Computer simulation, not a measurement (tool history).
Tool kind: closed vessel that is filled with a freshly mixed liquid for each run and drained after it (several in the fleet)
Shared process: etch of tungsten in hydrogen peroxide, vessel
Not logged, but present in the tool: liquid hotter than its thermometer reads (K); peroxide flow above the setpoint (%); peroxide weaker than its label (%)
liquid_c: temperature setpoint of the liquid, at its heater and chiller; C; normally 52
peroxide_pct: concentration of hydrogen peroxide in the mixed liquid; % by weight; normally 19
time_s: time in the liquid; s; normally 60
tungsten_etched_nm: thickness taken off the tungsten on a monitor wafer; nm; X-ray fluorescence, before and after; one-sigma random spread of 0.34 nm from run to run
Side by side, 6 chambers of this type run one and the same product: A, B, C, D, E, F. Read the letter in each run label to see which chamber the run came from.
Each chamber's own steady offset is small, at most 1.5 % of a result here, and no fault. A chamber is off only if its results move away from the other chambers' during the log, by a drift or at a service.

| run | hour | liquid_c | peroxide_pct | time_s | hours since the thermometer was replaced | hours since the peroxide flow meter was replaced | hours since the drum of peroxide was connected | read-back film thickness of the tungsten reference wafer, read on the same gauge (nm) | tungsten_etched_nm |
|---|---|---|---|---|---|---|---|---|---|
| 1D | 7.5 | 52 | 19 | 60 | 723.8 | 600.5 | 700.4 | 149.97 | 62.571 |
| 2F | 19.7 | 52 | 19 | 60 | 930.2 | 179.3 | 563 | 150.01 | 61.917 |
| 3A | 27.6 | 52 | 19 | 60 | 892 | 240 | 241 | 150 | 62.402 |
| 4C | 41.3 | 52 | 19 | 60 | 1110.9 | 1472.5 | 1026.3 | 150 | 61.203 |
|  | 52.6 | chamber B: new drum of peroxide connected |
| 5E | 52.7 | 52 | 19 | 60 | 680.7 | 1026 | 437.1 | 150 | 60.881 |
| 6B | 62.1 | 52 | 19 | 60 | 1986.6 | 1232.7 | 9.5 | 150.02 | 61.816 |
| 7B | 72.2 | 52 | 19 | 60 | 1996.7 | 1242.8 | 19.6 | 150 | 61.934 |
| 8A | 85.1 | 52 | 19 | 60 | 949.5 | 297.5 | 298.5 | 150.01 | 62.198 |
| 9F | 97.7 | 52 | 19 | 60 | 1008.2 | 257.3 | 641 | 150.02 | 62.311 |
| 10C | 109.5 | 52 | 19 | 60 | 1179.1 | 1540.7 | 1094.5 | 150.01 | 61.794 |
| 11D | 117.1 | 52 | 19 | 60 | 833.4 | 710.1 | 810 | 150 | 62.849 |
| 12E | 124.6 | 52 | 19 | 60 | 752.6 | 1097.9 | 509 | 150 | 61.494 |
|  | 133.9 | chamber E: new drum of peroxide connected |
|  | 134.5 | chamber D: new drum of peroxide connected |
| 13C | 135 | 52 | 19 | 60 | 1204.6 | 1566.2 | 1120 | 149.99 | 61.445 |
|  | 136.2 | chamber A: peroxide flow meter replaced |
| 14E | 145.7 | 52 | 19 | 60 | 773.7 | 1119 | 11.8 | 150 | 61.116 |
|  | 156.3 | chamber F: new drum of peroxide connected |
| 15A | 159.7 | 52 | 19 | 60 | 1024.1 | 23.5 | 373.1 | 149.98 | 61.672 |
| 16D | 173.4 | 52 | 19 | 60 | 889.7 | 766.4 | 38.9 | 150 | 62.72 |
| 17F | 180.3 | 52 | 19 | 60 | 1090.8 | 339.9 | 24 | 150.01 | 61.835 |
| 18B | 188.4 | 52 | 19 | 60 | 2112.9 | 1359 | 135.8 | 150.01 | 61.817 |
| 19E | 201.4 | 52 | 19 | 60 | 829.4 | 1174.7 | 67.5 | 150.02 | 61.256 |
|  | 205.5 | chamber C: new drum of peroxide connected |
| 20A | 215.2 | 52 | 19 | 60 | 1079.6 | 79 | 428.6 | 149.98 | 61.773 |
| 21C | 227.1 | 52 | 19 | 60 | 1296.7 | 1658.3 | 21.7 | 150.02 | 62.28 |
| 22F | 240.7 | 52 | 19 | 60 | 1151.2 | 400.3 | 84.4 | 149.98 | 62.428 |
| 23B | 254.4 | 52 | 19 | 60 | 2178.9 | 1425 | 201.8 | 150.01 | 61.723 |
| 24D | 262.4 | 52 | 14.5 | 85 | 978.7 | 855.4 | 127.9 | 150.01 | 78.486 |
| 25F | 276.4 | 52 | 14.5 | 85 | 1186.9 | 436 | 120.1 | 149.98 | 77.078 |
|  | 287.7 | chamber D: peroxide flow meter replaced |
| 26B | 290.3 | 52 | 14.5 | 85 | 2214.8 | 1460.9 | 237.7 | 150 | 77.425 |
| 27E | 297.9 | 52 | 14.5 | 85 | 925.9 | 1271.2 | 164 | 150.01 | 75.63 |
| 28A | 312.2 | 52 | 14.5 | 85 | 1176.6 | 176 | 525.6 | 149.98 | 77.008 |
| 29C | 323.1 | 52 | 14.5 | 85 | 1392.7 | 1754.3 | 117.7 | 150.01 | 76.014 |
| 30D | 337 | 52 | 19 | 60 | 1053.3 | 49.3 | 202.5 | 149.99 | 62.836 |
| 31A | 344.1 | 52 | 19 | 60 | 1208.5 | 207.9 | 557.5 | 149.99 | 62.078 |
| 32F | 353.8 | 52 | 19 | 60 | 1264.3 | 513.4 | 197.5 | 150.01 | 62.706 |
| 33B | 366.3 | 52 | 19 | 60 | 2290.8 | 1536.9 | 313.7 | 150.01 | 61.937 |
| 34C | 375.7 | 52 | 19 | 60 | 1445.3 | 1806.9 | 170.3 | 150 | 61.924 |
| 35E | 382.6 | 55.5 | 19 | 60 | 1010.6 | 1355.9 | 248.7 | 149.98 | 75.487 |
| 36D | 395.8 | 55.5 | 19 | 60 | 1112.1 | 108.1 | 261.3 | 150 | 77.702 |
| 37E | 408.5 | 55.5 | 19 | 60 | 1036.5 | 1381.8 | 274.6 | 149.98 | 74.201 |
|  | 418 | chamber D: thermometer replaced |
| 38F | 422.4 | 55.5 | 19 | 60 | 1332.9 | 582 | 266.1 | 149.97 | 77.186 |
| 39D | 433.4 | 55.5 | 19 | 60 | 15.4 | 145.7 | 298.9 | 149.99 | 77.28 |
|  | 441.5 | chamber B: thermometer replaced |
| 40B | 446.1 | 55.5 | 19 | 60 | 4.6 | 1616.7 | 393.5 | 149.99 | 75.94 |
| 41C | 453.9 | 52 | 19 | 60 | 1523.5 | 1885.1 | 248.5 | 150.01 | 61.299 |
| 42A | 460.7 | 52 | 19 | 60 | 1325.1 | 324.5 | 674.1 | 150 | 61.89 |
| 43C | 472.6 | 52 | 15 | 60 | 1542.2 | 1903.8 | 267.2 | 150 | 55.206 |
| 44A | 483.9 | 52 | 15 | 60 | 1348.3 | 347.7 | 697.3 | 149.99 | 54.996 |

Next, all 6 chambers run the settings below, one line each with question marks for the results. What does each chamber give?
| 45A | 494.2 | 52 | 19 | 60 |  |  |  |  | ? |
| 45B | 494.2 | 52 | 19 | 60 |  |  |  |  | ? |
| 45C | 494.2 | 52 | 19 | 60 |  |  |  |  | ? |
| 45D | 494.2 | 52 | 19 | 60 |  |  |  |  | ? |
| 45E | 494.2 | 52 | 19 | 60 |  |  |  |  | ? |
| 45F | 494.2 | 52 | 19 | 60 |  |  |  |  | ? |

| run | tungsten_etched_nm |
|---|---|
| 45A | 61.558 |
| 45B | 61.662 |
| 45C | 62.1 |
| 45D | 63.35 |
| 45E | 61.211 |
| 45F | 62.515 |
